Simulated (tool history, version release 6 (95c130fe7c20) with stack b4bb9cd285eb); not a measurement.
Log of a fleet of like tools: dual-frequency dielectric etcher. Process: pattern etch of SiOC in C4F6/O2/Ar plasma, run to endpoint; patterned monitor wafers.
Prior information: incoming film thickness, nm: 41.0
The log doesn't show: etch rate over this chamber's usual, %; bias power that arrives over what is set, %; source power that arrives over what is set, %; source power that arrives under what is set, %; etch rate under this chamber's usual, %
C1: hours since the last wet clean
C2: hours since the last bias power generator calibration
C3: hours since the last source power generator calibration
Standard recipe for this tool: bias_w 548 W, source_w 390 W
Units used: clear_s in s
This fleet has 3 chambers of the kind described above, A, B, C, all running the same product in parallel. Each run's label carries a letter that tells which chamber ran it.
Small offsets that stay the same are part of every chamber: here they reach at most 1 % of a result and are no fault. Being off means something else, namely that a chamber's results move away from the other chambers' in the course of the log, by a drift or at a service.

{"run": "1B", "hour": 4.1, "bias_w": 548, "source_w": 390, "C1": 445.0, "C2": 1568.8, "C3": 954.9, "clear_s": 13.4}
{"run": "2A", "hour": 7.1, "bias_w": 548, "source_w": 390, "C1": 267.2, "C2": 1049.7, "C3": 2692.7, "clear_s": 13.406}
{"run": "3C", "hour": 11.1, "bias_w": 548, "source_w": 390, "C1": 517.7, "C2": 1226.6, "C3": 2810.5, "clear_s": 13.409}
{"run": "4A", "hour": 13.4, "bias_w": 548, "source_w": 390, "C1": 273.5, "C2": 1056.0, "C3": 2699.0, "clear_s": 13.305}
{"run": "5C", "hour": 16.0, "bias_w": 548, "source_w": 390, "C1": 522.6, "C2": 1231.5, "C3": 2815.4, "clear_s": 13.379}
{"run": "6B", "hour": 19.3, "bias_w": 548, "source_w": 390, "C1": 460.2, "C2": 1584.0, "C3": 970.1, "clear_s": 13.494}
{"run": "7A", "hour": 22.2, "bias_w": 548, "source_w": 390, "C1": 282.3, "C2": 1064.8, "C3": 2707.8, "clear_s": 13.333}
{"hour": 24.0, "done": "chamber B: wet clean of the chamber"}
{"run": "8B", "hour": 24.8, "bias_w": 548, "source_w": 390, "C1": 0.8, "C2": 1589.5, "C3": 975.6, "clear_s": 13.481}
{"run": "9C", "hour": 28.0, "bias_w": 665, "source_w": 360, "C1": 534.6, "C2": 1243.5, "C3": 2827.4, "clear_s": 12.785}
{"run": "10A", "hour": 31.2, "bias_w": 665, "source_w": 360, "C1": 291.3, "C2": 1073.8, "C3": 2716.8, "clear_s": 12.774}
{"run": "11B", "hour": 34.8, "bias_w": 665, "source_w": 360, "C1": 10.8, "C2": 1599.5, "C3": 985.6, "clear_s": 12.949}
{"hour": 36.0, "done": "chamber C: wet clean of the chamber"}
{"run": "12C", "hour": 38.3, "bias_w": 548, "source_w": 390, "C1": 2.3, "C2": 1253.8, "C3": 2837.7, "clear_s": 13.539}
{"run": "13A", "hour": 41.6, "bias_w": 548, "source_w": 390, "C1": 301.7, "C2": 1084.2, "C3": 2727.2, "clear_s": 13.282}
{"run": "14C", "hour": 45.1, "bias_w": 548, "source_w": 390, "C1": 9.1, "C2": 1260.6, "C3": 2844.5, "clear_s": 13.396}
{"run": "15B", "hour": 47.3, "bias_w": 548, "source_w": 390, "C1": 23.3, "C2": 1612.0, "C3": 998.1, "clear_s": 13.392}
{"run": "16A", "hour": 49.9, "bias_w": 548, "source_w": 390, "C1": 310.0, "C2": 1092.5, "C3": 2735.5, "clear_s": 13.388}
{"run": "17C", "hour": 52.9, "bias_w": 548, "source_w": 390, "C1": 16.9, "C2": 1268.4, "C3": 2852.3, "clear_s": 13.41}
{"run": "18B", "hour": 57.3, "bias_w": 548, "source_w": 390, "C1": 33.3, "C2": 1622.0, "C3": 1008.1, "clear_s": 13.427}
{"run": "19A", "hour": 61.9, "bias_w": 548, "source_w": 390, "C1": 322.0, "C2": 1104.5, "C3": 2747.5, "clear_s": 13.217}
{"run": "20C", "hour": 64.5, "bias_w": 548, "source_w": 390, "C1": 28.5, "C2": 1280.0, "C3": 2863.9, "clear_s": 13.31}
{"run": "21B", "hour": 67.0, "bias_w": 612, "source_w": 390, "C1": 43.0, "C2": 1631.7, "C3": 1017.8, "clear_s": 12.923}
{"run": "22B", "hour": 71.0, "bias_w": 612, "source_w": 390, "C1": 47.0, "C2": 1635.7, "C3": 1021.8, "clear_s": 12.926}
{"run": "23C", "hour": 74.1, "bias_w": 612, "source_w": 390, "C1": 38.1, "C2": 1289.6, "C3": 2873.5, "clear_s": 12.851}
{"run": "24A", "hour": 78.4, "bias_w": 548, "source_w": 390, "C1": 338.5, "C2": 1121.0, "C3": 2764.0, "clear_s": 13.188}
{"run": "25B", "hour": 80.7, "bias_w": 548, "source_w": 390, "C1": 56.7, "C2": 1645.4, "C3": 1031.5, "clear_s": 13.42}
{"run": "26C", "hour": 84.6, "bias_w": 548, "source_w": 390, "C1": 48.6, "C2": 1300.1, "C3": 2884.0, "clear_s": 13.378}
{"run": "27A", "hour": 89.1, "bias_w": 548, "source_w": 390, "C1": 349.2, "C2": 1131.7, "C3": 2774.7, "clear_s": 13.294}
{"run": "28C", "hour": 92.2, "bias_w": 548, "source_w": 390, "C1": 56.2, "C2": 1307.7, "C3": 2891.6, "clear_s": 13.396}
{"run": "29A", "hour": 96.4, "bias_w": 548, "source_w": 390, "C1": 356.5, "C2": 1139.0, "C3": 2782.0, "clear_s": 13.273}
{"run": "30B", "hour": 101.2, "bias_w": 505, "source_w": 480, "C1": 77.2, "C2": 1665.9, "C3": 1052.0, "clear_s": 12.926}
{"run": "31A", "hour": 105.3, "bias_w": 505, "source_w": 480, "C1": 365.4, "C2": 1147.9, "C3": 2790.9, "clear_s": 12.808}
{"run": "32B", "hour": 108.0, "bias_w": 505, "source_w": 480, "C1": 84.0, "C2": 1672.7, "C3": 1058.8, "clear_s": 12.773}
{"run": "33C", "hour": 112.1, "bias_w": 548, "source_w": 390, "C1": 76.1, "C2": 1327.6, "C3": 2911.5, "clear_s": 13.241}
{"run": "34A", "hour": 114.5, "bias_w": 548, "source_w": 390, "C1": 374.6, "C2": 1157.1, "C3": 2800.1, "clear_s": 13.366}
{"run": "35B", "hour": 118.2, "bias_w": 548, "source_w": 390, "C1": 94.2, "C2": 1682.9, "C3": 1069.0, "clear_s": 13.431}
{"run": "36C", "hour": 122.0, "bias_w": 548, "source_w": 390, "C1": 86.0, "C2": 1337.5, "C3": 2921.4, "clear_s": 13.358}
{"run": "37C", "hour": 126.5, "bias_w": 548, "source_w": 390, "C1": 90.5, "C2": 1342.0, "C3": 2925.9, "clear_s": 13.378}
{"run": "38B", "hour": 129.2, "bias_w": 548, "source_w": 390, "C1": 105.2, "C2": 1693.9, "C3": 1080.0, "clear_s": 13.51}

Next, all 3 chambers run the settings below, one line each with question marks for the results. What does each chamber give?
{"run": "39A", "hour": 132.6, "bias_w": 548, "source_w": 390, "clear_s": "?"}
{"run": "39B", "hour": 132.6, "bias_w": 548, "source_w": 390, "clear_s": "?"}
{"run": "39C", "hour": 132.6, "bias_w": 548, "source_w": 390, "clear_s": "?"}

run=39A clear_s=13.410
run=39B clear_s=13.418
run=39C clear_s=13.294
